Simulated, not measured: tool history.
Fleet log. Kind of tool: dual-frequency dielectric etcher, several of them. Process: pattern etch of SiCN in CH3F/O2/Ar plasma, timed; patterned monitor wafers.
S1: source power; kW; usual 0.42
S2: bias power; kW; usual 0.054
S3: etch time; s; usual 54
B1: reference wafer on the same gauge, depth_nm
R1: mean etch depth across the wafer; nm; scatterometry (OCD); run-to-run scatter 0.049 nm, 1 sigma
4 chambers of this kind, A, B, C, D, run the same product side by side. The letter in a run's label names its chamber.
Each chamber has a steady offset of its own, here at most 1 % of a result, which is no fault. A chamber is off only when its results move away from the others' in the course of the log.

| run | hour | S1 | S2 | S3 | B1 | R1 |
|---|---|---|---|---|---|---|
| 1A | 5.9 | 0.42 | 0.054 | 54 | 18.687 | 18.668 |
| 2D | 11.7 | 0.42 | 0.054 | 54 | 18.7 | 18.857 |
| 3B | 17.1 | 0.42 | 0.054 | 54 | 18.693 | 18.764 |
| 4C | 25.2 | 0.42 | 0.054 | 54 | 18.687 | 18.759 |
| 5D | 35.9 | 0.42 | 0.054 | 54 | 18.701 | 18.979 |
| 6A | 42.8 | 0.42 | 0.054 | 54 | 18.702 | 18.643 |
| 7C | 52.2 | 0.42 | 0.054 | 54 | 18.709 | 18.775 |
| 8B | 61 | 0.42 | 0.054 | 54 | 18.696 | 18.714 |
| 9D | 70.6 | 0.42 | 0.054 | 54 | 18.709 | 18.821 |
|  | 73.2 | chamber D: wet clean of the chamber |
| 10B | 76.6 | 0.32 | 0.054 | 45.5 | 18.713 | 14.315 |
| 11A | 87.1 | 0.32 | 0.054 | 45.5 | 18.707 | 14.187 |
|  | 88.8 | chamber B: bias power generator calibrated |
| 12C | 94.3 | 0.32 | 0.054 | 45.5 | 18.705 | 14.275 |
| 13C | 101.1 | 0.32 | 0.054 | 45.5 | 18.697 | 14.162 |
| 14D | 109.3 | 0.42 | 0.054 | 54 | 18.695 | 19.593 |
| 15A | 118 | 0.42 | 0.054 | 54 | 18.698 | 18.645 |
| 16B | 128.9 | 0.42 | 0.054 | 54 | 18.698 | 18.712 |
| 17A | 137.8 | 0.42 | 0.054 | 54 | 18.704 | 18.673 |
| 18B | 143.8 | 0.42 | 0.054 | 54 | 18.701 | 18.743 |
| 19C | 154.3 | 0.42 | 0.054 | 54 | 18.689 | 18.679 |
| 20D | 161.8 | 0.42 | 0.054 | 54 | 18.698 | 19.579 |
| 21B | 171.9 | 0.42 | 0.054 | 54 | 18.703 | 18.721 |
| 22D | 179.3 | 0.42 | 0.054 | 54 | 18.699 | 19.614 |
| 23C | 187.2 | 0.42 | 0.054 | 54 | 18.703 | 18.845 |
| 24A | 194.6 | 0.42 | 0.054 | 54 | 18.691 | 18.736 |

Has any chamber moved away from the others, gradually or after a service, or does the common gauge drift, or do the chambers differ only by their own small steady offsets? State the chamber and the most likely cause if one applies.

The work done on chamber D during a service left it standing apart from the others.
Cause: etch rate over this chamber's usual, % = 3.64.

Which of the 4 candidates below, each the usual settings with something changed and its results left as question marks, puts chamber D back in line with what the other chambers give on the usual settings?
A result is in line if it is within this distance of the other chambers' mean on the usual settings: R1 0.17 nm
| 25D-1 | 203 | 0.42 | 0.054 | 55.5 |  | ? |
| 25D-2 | 203 | 0.42 | 0.054 | 52.5 |  | ? |
| 25D-3 | 203 | 0.42 | 0.055 | 56 |  | ? |
| 25D-4 | 203 | 0.42 | 0.053 | 52 |  | ? |

Mean of the other chambers on the usual settings: R1 18.705 nm
| run | R1 |
|---|---|
| 25D-1 | 20.122 |
| 25D-2 | 19.034 |
| 25D-3 | 20.425 |
| 25D-4 | 18.738 |
25D-4 is the one that brings the chamber's results back in line with the other chambers.
